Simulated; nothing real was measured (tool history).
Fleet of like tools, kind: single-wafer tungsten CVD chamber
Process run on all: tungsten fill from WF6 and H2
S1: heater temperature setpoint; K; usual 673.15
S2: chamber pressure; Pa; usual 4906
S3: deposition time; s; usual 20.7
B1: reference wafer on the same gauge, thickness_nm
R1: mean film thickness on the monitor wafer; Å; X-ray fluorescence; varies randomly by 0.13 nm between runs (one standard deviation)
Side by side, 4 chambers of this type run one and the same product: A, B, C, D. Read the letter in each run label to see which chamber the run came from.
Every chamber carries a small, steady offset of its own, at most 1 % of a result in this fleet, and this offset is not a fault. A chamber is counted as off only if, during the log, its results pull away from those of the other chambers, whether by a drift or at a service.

| run | hour | S1 | S2 | S3 | B1 | R1 |
|---|---|---|---|---|---|---|
| 1B | 13.6 | 673.15 | 4906 | 20.7 | 60.915 | 659.70 |
| 2A | 24.7 | 673.15 | 4906 | 20.7 | 60.874 | 655.42 |
| 3D | 34.1 | 673.15 | 4906 | 20.7 | 60.888 | 657.68 |
| 4C | 40.5 | 673.15 | 4906 | 20.7 | 60.920 | 655.37 |
| 5D | 49.8 | 673.15 | 4906 | 20.7 | 60.908 | 656.03 |
| 6C | 62.9 | 661.15 | 4906 | 20.7 | 60.902 | 524.08 |
| 7A | 74.9 | 661.15 | 4906 | 20.7 | 60.916 | 522.02 |
|  | 80.5 | chamber D: capacitance manometer re-zeroed and calibrated |
| 8B | 84.8 | 661.15 | 4906 | 20.7 | 60.914 | 525.96 |
| 9D | 99.0 | 661.15 | 4906 | 20.7 | 60.923 | 523.66 |
| 10C | 109.5 | 673.15 | 4906 | 20.7 | 60.942 | 662.07 |
| 11A | 117.2 | 673.15 | 4906 | 20.7 | 60.882 | 654.93 |
| 12B | 125.2 | 673.15 | 4906 | 20.7 | 60.886 | 662.91 |
| 13A | 136.8 | 673.15 | 4906 | 20.7 | 60.867 | 656.16 |
| 14C | 145.9 | 673.15 | 4906 | 20.7 | 60.881 | 660.32 |
| 15D | 152.9 | 673.15 | 4906 | 20.7 | 60.916 | 655.73 |
| 16B | 163.4 | 673.15 | 4906 | 20.7 | 60.866 | 660.96 |
| 17C | 176.8 | 673.15 | 4906 | 20.7 | 60.947 | 659.10 |
| 18D | 187.2 | 673.15 | 4906 | 20.7 | 60.893 | 658.61 |
| 19A | 200.0 | 673.15 | 4906 | 20.7 | 60.932 | 656.13 |
|  | 201.5 | chamber B: thermocouple changed; heater temperature recalibrated |
|  | 207.4 | chamber A: capacitance manometer re-zeroed and calibrated |
| 20B | 210.3 | 673.15 | 4906 | 20.7 | 60.934 | 662.28 |
| 21D | 216.8 | 673.15 | 4906 | 20.7 | 60.912 | 657.70 |
| 22C | 224.2 | 673.15 | 4906 | 20.7 | 60.911 | 659.30 |
| 23A | 234.4 | 673.15 | 4906 | 20.7 | 60.873 | 657.22 |
|  | 241.9 | chamber C: capacitance manometer re-zeroed and calibrated |
| 24B | 245.4 | 673.15 | 4906 | 20.7 | 60.884 | 660.61 |
| 25C | 253.7 | 673.15 | 4906 | 20.7 | 60.940 | 658.26 |
| 26B | 265.7 | 673.15 | 4906 | 20.7 | 60.892 | 659.31 |
| 27A | 276.3 | 673.15 | 4906 | 22.7 | 60.906 | 721.57 |
| 28D | 286.9 | 673.15 | 4906 | 22.7 | 60.919 | 720.14 |
| 29C | 299.7 | 673.15 | 4906 | 22.7 | 60.934 | 721.10 |
| 30D | 310.4 | 673.15 | 4906 | 22.7 | 60.926 | 719.52 |
| 31A | 317.7 | 673.15 | 4906 | 20.7 | 60.891 | 653.81 |

Each of the 4 chambers runs these same settings next. Fill in every chamber's results:
| 32A | 327.8 | 673.15 | 4906 | 22.6 |  | ? |
| 32B | 327.8 | 673.15 | 4906 | 22.6 |  | ? |
| 32C | 327.8 | 673.15 | 4906 | 22.6 |  | ? |
| 32D | 327.8 | 673.15 | 4906 | 22.6 |  | ? |

| run | R1 |
|---|---|
| 32A | 716.57 |
| 32B | 719.64 |
| 32C | 721.19 |
| 32D | 717.20 |
